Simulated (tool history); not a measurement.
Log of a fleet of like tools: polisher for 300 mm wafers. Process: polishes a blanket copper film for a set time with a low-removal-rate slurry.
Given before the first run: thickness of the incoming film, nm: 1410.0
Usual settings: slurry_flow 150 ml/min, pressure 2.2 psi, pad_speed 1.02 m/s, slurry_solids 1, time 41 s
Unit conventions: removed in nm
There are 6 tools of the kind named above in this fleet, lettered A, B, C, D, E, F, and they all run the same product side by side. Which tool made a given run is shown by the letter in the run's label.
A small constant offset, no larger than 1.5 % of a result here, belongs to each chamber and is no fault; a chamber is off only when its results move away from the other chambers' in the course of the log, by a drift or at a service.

{"run": "1D", "hour": 11.2, "slurry_flow": 150, "pressure": 2.2, "pad_speed": 1.02, "slurry_solids": 1, "time": 41, "removed": 97.332}
{"hour": 13.4, "done": "chamber C: worn pad replaced by a new one"}
{"run": "2C", "hour": 18.2, "slurry_flow": 150, "pressure": 2.2, "pad_speed": 1.02, "slurry_solids": 1, "time": 41, "removed": 96.323}
{"hour": 25.4, "done": "chamber F: slurry blender recalibrated"}
{"run": "3F", "hour": 33.1, "slurry_flow": 150, "pressure": 2.2, "pad_speed": 1.02, "slurry_solids": 1, "time": 41, "removed": 96.051}
{"run": "4B", "hour": 41.3, "slurry_flow": 150, "pressure": 2.2, "pad_speed": 1.02, "slurry_solids": 1, "time": 41, "removed": 96.018}
{"hour": 48.0, "done": "chamber E: worn pad replaced by a new one"}
{"run": "5E", "hour": 48.2, "slurry_flow": 150, "pressure": 2.2, "pad_speed": 1.02, "slurry_solids": 1, "time": 41, "removed": 97.125}
{"hour": 48.6, "done": "chamber F: slurry nozzle cleaned"}
{"hour": 51.1, "done": "chamber D: worn pad replaced by a new one"}
{"run": "6A", "hour": 55.2, "slurry_flow": 150, "pressure": 2.2, "pad_speed": 1.02, "slurry_solids": 1, "time": 41, "removed": 95.083}
{"hour": 62.3, "done": "chamber C: head pressure recalibrated"}
{"hour": 63.2, "done": "chamber F: worn pad replaced by a new one"}
{"hour": 63.2, "done": "chamber A: worn pad replaced by a new one"}
{"run": "7B", "hour": 68.4, "slurry_flow": 150, "pressure": 1.9, "pad_speed": 1.02, "slurry_solids": 0.8, "time": 41, "removed": 80.173}
{"run": "8D", "hour": 75.9, "slurry_flow": 150, "pressure": 1.9, "pad_speed": 1.02, "slurry_solids": 0.8, "time": 41, "removed": 79.859}
{"run": "9F", "hour": 91.3, "slurry_flow": 150, "pressure": 1.9, "pad_speed": 1.02, "slurry_solids": 0.8, "time": 41, "removed": 79.385}
{"hour": 99.9, "done": "chamber C: worn pad replaced by a new one"}
{"hour": 101.1, "done": "chamber A: slurry nozzle cleaned"}
{"run": "10A", "hour": 104.9, "slurry_flow": 150, "pressure": 1.9, "pad_speed": 1.02, "slurry_solids": 0.8, "time": 41, "removed": 79.32}
{"run": "11C", "hour": 115.0, "slurry_flow": 150, "pressure": 1.9, "pad_speed": 1.02, "slurry_solids": 0.8, "time": 41, "removed": 78.52}
{"hour": 115.6, "done": "chamber A: slurry blender recalibrated"}
{"run": "12E", "hour": 127.7, "slurry_flow": 150, "pressure": 1.9, "pad_speed": 1.02, "slurry_solids": 0.8, "time": 41, "removed": 79.547}
{"hour": 129.0, "done": "chamber C: slurry blender recalibrated"}
{"hour": 142.5, "done": "chamber A: head pressure recalibrated"}
{"run": "13E", "hour": 142.6, "slurry_flow": 150, "pressure": 2.2, "pad_speed": 1.02, "slurry_solids": 1, "time": 41, "removed": 97.872}
{"hour": 143.2, "done": "chamber F: slurry blender recalibrated"}
{"hour": 146.0, "done": "chamber E: worn pad replaced by a new one"}
{"hour": 146.1, "done": "chamber D: worn pad replaced by a new one"}
{"hour": 155.0, "done": "chamber F: worn pad replaced by a new one"}
{"run": "14A", "hour": 155.2, "slurry_flow": 150, "pressure": 2.2, "pad_speed": 1.02, "slurry_solids": 1, "time": 41, "removed": 95.849}
{"hour": 158.4, "done": "chamber A: worn pad replaced by a new one"}
{"run": "15B", "hour": 165.2, "slurry_flow": 150, "pressure": 2.2, "pad_speed": 1.02, "slurry_solids": 1, "time": 41, "removed": 93.837}
{"run": "16C", "hour": 180.2, "slurry_flow": 150, "pressure": 2.2, "pad_speed": 1.02, "slurry_solids": 1, "time": 41, "removed": 95.947}
{"hour": 180.7, "done": "chamber D: slurry blender recalibrated"}
{"run": "17F", "hour": 192.3, "slurry_flow": 150, "pressure": 2.2, "pad_speed": 1.02, "slurry_solids": 1, "time": 41, "removed": 95.976}
{"hour": 196.8, "done": "chamber E: slurry nozzle cleaned"}
{"hour": 198.6, "done": "chamber C: worn pad replaced by a new one"}
{"run": "18D", "hour": 203.7, "slurry_flow": 150, "pressure": 2.2, "pad_speed": 1.02, "slurry_solids": 1, "time": 41, "removed": 96.781}
{"run": "19F", "hour": 214.0, "slurry_flow": 150, "pressure": 2.2, "pad_speed": 1.02, "slurry_solids": 1, "time": 41, "removed": 96.22}
{"run": "20D", "hour": 222.9, "slurry_flow": 150, "pressure": 2.2, "pad_speed": 1.02, "slurry_solids": 1, "time": 41, "removed": 96.28}
{"hour": 228.1, "done": "chamber D: worn pad replaced by a new one"}
{"run": "21C", "hour": 235.9, "slurry_flow": 150, "pressure": 2.2, "pad_speed": 1.02, "slurry_solids": 1, "time": 41, "removed": 96.255}
{"hour": 239.1, "done": "chamber B: slurry blender recalibrated"}
{"hour": 247.4, "done": "chamber F: slurry blender recalibrated"}
{"hour": 247.9, "done": "chamber F: worn pad replaced by a new one"}
{"run": "22E", "hour": 247.9, "slurry_flow": 150, "pressure": 2.2, "pad_speed": 1.02, "slurry_solids": 1, "time": 41, "removed": 96.648}
{"hour": 251.8, "done": "chamber E: worn pad replaced by a new one"}
{"run": "23B", "hour": 255.1, "slurry_flow": 150, "pressure": 2.2, "pad_speed": 1.02, "slurry_solids": 1, "time": 41, "removed": 91.332}
{"hour": 263.1, "done": "chamber D: head pressure recalibrated"}
{"run": "24A", "hour": 263.8, "slurry_flow": 150, "pressure": 2.2, "pad_speed": 1.02, "slurry_solids": 1, "time": 41, "removed": 96.558}
{"hour": 267.9, "done": "chamber A: worn pad replaced by a new one"}
{"run": "25C", "hour": 275.6, "slurry_flow": 150, "pressure": 2.2, "pad_speed": 1.02, "slurry_solids": 1, "time": 41, "removed": 95.927}
{"hour": 283.5, "done": "chamber C: worn pad replaced by a new one"}
{"run": "26B", "hour": 286.4, "slurry_flow": 150, "pressure": 2.2, "pad_speed": 1.02, "slurry_solids": 1, "time": 41, "removed": 92.141}
{"hour": 287.3, "done": "chamber B: head pressure recalibrated"}
{"run": "27E", "hour": 296.9, "slurry_flow": 150, "pressure": 2.2, "pad_speed": 1.02, "slurry_solids": 1, "time": 41, "removed": 95.689}
{"run": "28F", "hour": 310.4, "slurry_flow": 150, "pressure": 2.2, "pad_speed": 1.02, "slurry_solids": 1, "time": 41, "removed": 98.287}
{"hour": 315.4, "done": "chamber E: head pressure recalibrated"}
{"hour": 322.3, "done": "chamber F: slurry nozzle cleaned"}
{"run": "29A", "hour": 324.3, "slurry_flow": 150, "pressure": 2.2, "pad_speed": 1.02, "slurry_solids": 1, "time": 41, "removed": 95.932}
{"hour": 326.3, "done": "chamber E: slurry blender recalibrated"}
{"hour": 330.8, "done": "chamber D: worn pad replaced by a new one"}
{"run": "30D", "hour": 334.5, "slurry_flow": 150, "pressure": 2.2, "pad_speed": 1.02, "slurry_solids": 1, "time": 41, "removed": 97.272}
{"run": "31D", "hour": 344.3, "slurry_flow": 150, "pressure": 2.2, "pad_speed": 1.02, "slurry_solids": 1, "time": 41, "removed": 96.408}
{"hour": 346.6, "done": "chamber F: worn pad replaced by a new one"}
{"hour": 347.8, "done": "chamber A: slurry blender recalibrated"}
{"run": "32A", "hour": 352.1, "slurry_flow": 150, "pressure": 2.2, "pad_speed": 1.02, "slurry_solids": 1, "time": 41, "removed": 95.401}
{"hour": 353.4, "done": "chamber E: worn pad replaced by a new one"}
{"hour": 354.4, "done": "chamber F: slurry blender recalibrated"}
{"hour": 359.2, "done": "chamber A: worn pad replaced by a new one"}
{"run": "33F", "hour": 362.3, "slurry_flow": 150, "pressure": 2.2, "pad_speed": 1.02, "slurry_solids": 1, "time": 41, "removed": 98.368}
{"run": "34B", "hour": 370.1, "slurry_flow": 150, "pressure": 2.2, "pad_speed": 1.02, "slurry_solids": 1, "time": 41, "removed": 90.881}
{"run": "35C", "hour": 384.0, "slurry_flow": 150, "pressure": 2.2, "pad_speed": 1.02, "slurry_solids": 1, "time": 35, "removed": 81.169}
{"hour": 384.6, "done": "chamber C: worn pad replaced by a new one"}
{"run": "36E", "hour": 398.1, "slurry_flow": 150, "pressure": 2.2, "pad_speed": 1.02, "slurry_solids": 1, "time": 35, "removed": 83.067}
{"run": "37A", "hour": 404.8, "slurry_flow": 150, "pressure": 2.2, "pad_speed": 1.02, "slurry_solids": 1, "time": 35, "removed": 82.627}
{"run": "38B", "hour": 417.1, "slurry_flow": 150, "pressure": 2.2, "pad_speed": 1.02, "slurry_solids": 1, "time": 35, "removed": 76.752}
{"hour": 422.9, "done": "chamber D: worn pad replaced by a new one"}
{"run": "39E", "hour": 425.2, "slurry_flow": 150, "pressure": 2.2, "pad_speed": 1.02, "slurry_solids": 1, "time": 35, "removed": 82.836}
{"hour": 433.8, "done": "chamber C: slurry nozzle cleaned"}
{"run": "40D", "hour": 433.9, "slurry_flow": 150, "pressure": 2.2, "pad_speed": 1.02, "slurry_solids": 1, "time": 35, "removed": 81.278}
{"hour": 437.9, "done": "chamber F: worn pad replaced by a new one"}
{"run": "41F", "hour": 447.6, "slurry_flow": 105, "pressure": 2.2, "pad_speed": 1.02, "slurry_solids": 1, "time": 49, "removed": 107.63}
{"hour": 453.1, "done": "chamber F: slurry blender recalibrated"}
{"run": "42C", "hour": 462.7, "slurry_flow": 105, "pressure": 2.2, "pad_speed": 1.02, "slurry_solids": 1, "time": 49, "removed": 105.43}
{"hour": 463.0, "done": "chamber A: worn pad replaced by a new one"}
{"run": "43A", "hour": 470.1, "slurry_flow": 105, "pressure": 2.2, "pad_speed": 1.02, "slurry_solids": 1, "time": 49, "removed": 109.53}
{"run": "44F", "hour": 478.1, "slurry_flow": 105, "pressure": 2.2, "pad_speed": 1.02, "slurry_solids": 1, "time": 49, "removed": 106.9}

For the next run the whole fleet of 6 chambers uses the same settings. Give each chamber's results:
{"run": "45A", "hour": 489.1, "slurry_flow": 135, "pressure": 2.2, "pad_speed": 1.02, "slurry_solids": 1, "time": 41, "removed": "?"}
{"run": "45B", "hour": 489.1, "slurry_flow": 135, "pressure": 2.2, "pad_speed": 1.02, "slurry_solids": 1, "time": 41, "removed": "?"}
{"run": "45C", "hour": 489.1, "slurry_flow": 135, "pressure": 2.2, "pad_speed": 1.02, "slurry_solids": 1, "time": 41, "removed": "?"}
{"run": "45D", "hour": 489.1, "slurry_flow": 135, "pressure": 2.2, "pad_speed": 1.02, "slurry_solids": 1, "time": 41, "removed": "?"}
{"run": "45E", "hour": 489.1, "slurry_flow": 135, "pressure": 2.2, "pad_speed": 1.02, "slurry_solids": 1, "time": 41, "removed": "?"}
{"run": "45F", "hour": 489.1, "slurry_flow": 135, "pressure": 2.2, "pad_speed": 1.02, "slurry_solids": 1, "time": 41, "removed": "?"}

run=45A removed=94.388
run=45B removed=86.17
run=45C removed=95.034
run=45D removed=94.147
run=45E removed=95.384
run=45F removed=94.91

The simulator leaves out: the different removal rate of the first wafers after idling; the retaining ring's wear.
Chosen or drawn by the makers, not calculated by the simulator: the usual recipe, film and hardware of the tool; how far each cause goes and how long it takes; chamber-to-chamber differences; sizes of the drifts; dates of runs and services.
